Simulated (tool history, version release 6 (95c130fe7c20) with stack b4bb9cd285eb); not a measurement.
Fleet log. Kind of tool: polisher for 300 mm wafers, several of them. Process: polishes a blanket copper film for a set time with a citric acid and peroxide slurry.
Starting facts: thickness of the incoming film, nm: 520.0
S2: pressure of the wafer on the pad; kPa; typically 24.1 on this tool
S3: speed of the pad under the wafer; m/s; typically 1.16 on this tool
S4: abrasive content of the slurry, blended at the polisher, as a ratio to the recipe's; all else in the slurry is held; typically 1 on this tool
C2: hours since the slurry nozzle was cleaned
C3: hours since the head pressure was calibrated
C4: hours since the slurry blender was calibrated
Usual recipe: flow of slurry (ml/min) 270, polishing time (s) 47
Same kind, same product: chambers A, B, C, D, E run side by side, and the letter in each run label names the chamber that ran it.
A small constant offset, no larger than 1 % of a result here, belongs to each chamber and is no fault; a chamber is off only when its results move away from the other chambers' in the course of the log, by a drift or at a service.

At hour 0.1: chamber B: worn pad replaced by a new one.
Run 1B, hour 7.3: usual settings; wafers polished on this pad 129; C2 78.2; C3 128.9; C4 177.7. Result: film removed (nm) 125.13.
At hour 14: chamber E: worn pad replaced by a new one.
Run 2C, hour 16.6: usual settings; wafers polished on this pad 548; C2 625.8; C3 543.8; C4 110.4. Result: film removed (nm) 124.58.
At hour 24.4: chamber A: worn pad replaced by a new one.
Run 3D, hour 27.1: usual settings; wafers polished on this pad 920; C2 392; C3 775; C4 232.4. Result: film removed (nm) 123.72.
Run 4A, hour 40: usual settings; wafers polished on this pad 280; C2 180.1; C3 975; C4 121.2. Result: film removed (nm) 123.33.
At hour 45: chamber D: worn pad replaced by a new one.
Run 5E, hour 52.9: usual settings; wafers polished on this pad 697; C2 143.4; C3 212.6; C4 291.3. Result: film removed (nm) 125.63.
At hour 60: chamber B: worn pad replaced by a new one.
At hour 65.1: chamber D: slurry nozzle cleaned.
Run 6D, hour 65.1: usual settings; wafers polished on this pad 360; C2 0; C3 813; C4 270.4. Result: film removed (nm) 122.56.
At hour 66.5: chamber C: slurry blender recalibrated.
Run 7A, hour 72.7: usual settings; wafers polished on this pad 865; C2 212.8; C3 1007.7; C4 153.9. Result: film removed (nm) 126.13.
Run 8E, hour 81: usual settings; wafers polished on this pad 1200; C2 171.5; C3 240.7; C4 319.4. Result: film removed (nm) 123.09.
Run 9C, hour 88.5: usual settings; wafers polished on this pad 1835; C2 697.7; C3 615.7; C4 22. Result: film removed (nm) 124.33.
At hour 91.4: chamber E: worn pad replaced by a new one.
At hour 94.5: chamber A: worn pad replaced by a new one.
At hour 99.9: chamber D: worn pad replaced by a new one.
Run 10B, hour 101.3: usual settings; wafers polished on this pad 740; C2 172.2; C3 222.9; C4 271.7. Result: film removed (nm) 123.83.
Run 11E, hour 107.5: usual settings; wafers polished on this pad 288; C2 198; C3 267.2; C4 345.9. Result: film removed (nm) 124.76.
Run 12A, hour 113.4: usual settings; wafers polished on this pad 340; C2 253.5; C3 1048.4; C4 194.6. Result: film removed (nm) 125.12.
At hour 114: chamber B: worn pad replaced by a new one.
Run 13C, hour 121.2: usual settings; wafers polished on this pad 2420; C2 730.4; C3 648.4; C4 54.7. Result: film removed (nm) 122.16.
Run 14B, hour 131.5: usual settings; wafers polished on this pad 314; C2 202.4; C3 253.1; C4 301.9. Result: film removed (nm) 126.23.
Run 15D, hour 143.3: usual settings; wafers polished on this pad 777; C2 78.2; C3 891.2; C4 348.6. Result: film removed (nm) 127.79.
At hour 144.8: chamber D: slurry blender recalibrated.
At hour 151.7: chamber D: worn pad replaced by a new one.
Run 16E, hour 154.1: usual settings; wafers polished on this pad 1123; C2 244.6; C3 313.8; C4 392.5. Result: film removed (nm) 126.45.
Run 17B, hour 163.8: usual settings; wafers polished on this pad 892; C2 234.7; C3 285.4; C4 334.2. Result: film removed (nm) 125.
At hour 165.2: chamber A: worn pad replaced by a new one.
At hour 166.5: chamber B: slurry nozzle cleaned.
At hour 170.2: chamber B: worn pad replaced by a new one.
At hour 173.3: chamber E: worn pad replaced by a new one.
Run 18A, hour 176.8: usual settings; wafers polished on this pad 207; C2 316.9; C3 1111.8; C4 258. Result: film removed (nm) 126.01.
Run 19C, hour 187.6: usual settings; wafers polished on this pad 3609; C2 796.8; C3 714.8; C4 121.1. Result: film removed (nm) 120.28.
At hour 191.1: chamber E: slurry blender recalibrated.
At hour 191.6: chamber C: slurry nozzle cleaned.
Run 20D, hour 197.4: usual settings; wafers polished on this pad 818; C2 132.3; C3 945.3; C4 52.7. Result: film removed (nm) 126.18.
At hour 203.7: chamber D: head pressure recalibrated.
Run 21A, hour 206.4: usual settings; wafers polished on this pad 737; C2 346.5; C3 1141.4; C4 287.6. Result: film removed (nm) 124.08.
At hour 213.6: chamber D: worn pad replaced by a new one.
Run 22C, hour 219: usual settings; wafers polished on this pad 4171; C2 27.4; C3 746.2; C4 152.5. Result: film removed (nm) 115.72.
At hour 219.7: chamber C: slurry blender recalibrated.
Run 23D, hour 228.2: usual settings; wafers polished on this pad 262; C2 163.1; C3 24.5; C4 83.5. Result: film removed (nm) 125.05.
At hour 233.7: chamber B: worn pad replaced by a new one.
Run 24B, hour 235.2: usual settings; wafers polished on this pad 27; C2 68.7; C3 356.8; C4 405.6. Result: film removed (nm) 122.54.
At hour 239.2: chamber E: worn pad replaced by a new one.
At hour 240.9: chamber A: slurry blender recalibrated.
Run 25E, hour 241.2: usual settings but flow of slurry (ml/min) 305; wafers polished on this pad 36; C2 331.7; C3 400.9; C4 50.1. Result: film removed (nm) 127.08.
At hour 246: chamber A: worn pad replaced by a new one.
Run 26B, hour 252.3: usual settings but flow of slurry (ml/min) 305; wafers polished on this pad 333; C2 85.8; C3 373.9; C4 422.7. Result: film removed (nm) 126.38.
Run 27D, hour 259.7: usual settings but flow of slurry (ml/min) 305; wafers polished on this pad 826; C2 194.6; C3 56; C4 115. Result: film removed (nm) 127.85.
Run 28C, hour 267.9: usual settings but flow of slurry (ml/min) 305; wafers polished on this pad 5047; C2 76.3; C3 795.1; C4 48.3. Result: film removed (nm) 115.35.
Run 29E, hour 280.8: usual settings but flow of slurry (ml/min) 305; wafers polished on this pad 745; C2 371.3; C3 440.5; C4 89.7. Result: film removed (nm) 129.
Run 30A, hour 287.4: usual settings; wafers polished on this pad 742; C2 427.5; C3 1222.4; C4 46.5. Result: film removed (nm) 127.34.
Run 31C, hour 295.8: usual settings; wafers polished on this pad 5546; C2 104.2; C3 823; C4 76.2. Result: film removed (nm) 112.55.
Run 32E, hour 304.5: usual settings; wafers polished on this pad 1169; C2 395; C3 464.2; C4 113.4. Result: film removed (nm) 125.97.

All 5 chambers run these settings next. Forecast each chamber's results:
Run 33A, hour 313.9: usual settings but flow of slurry (ml/min) 320. Result: film removed (nm) ?.
Run 33B, hour 313.9: usual settings but flow of slurry (ml/min) 320. Result: film removed (nm) ?.
Run 33C, hour 313.9: usual settings but flow of slurry (ml/min) 320. Result: film removed (nm) ?.
Run 33D, hour 313.9: usual settings but flow of slurry (ml/min) 320. Result: film removed (nm) ?.
Run 33E, hour 313.9: usual settings but flow of slurry (ml/min) 320. Result: film removed (nm) ?.

run  film removed (nm)
33A             124.19
33B             129.46
33C             114.19
33D             130.87
33E             128.22

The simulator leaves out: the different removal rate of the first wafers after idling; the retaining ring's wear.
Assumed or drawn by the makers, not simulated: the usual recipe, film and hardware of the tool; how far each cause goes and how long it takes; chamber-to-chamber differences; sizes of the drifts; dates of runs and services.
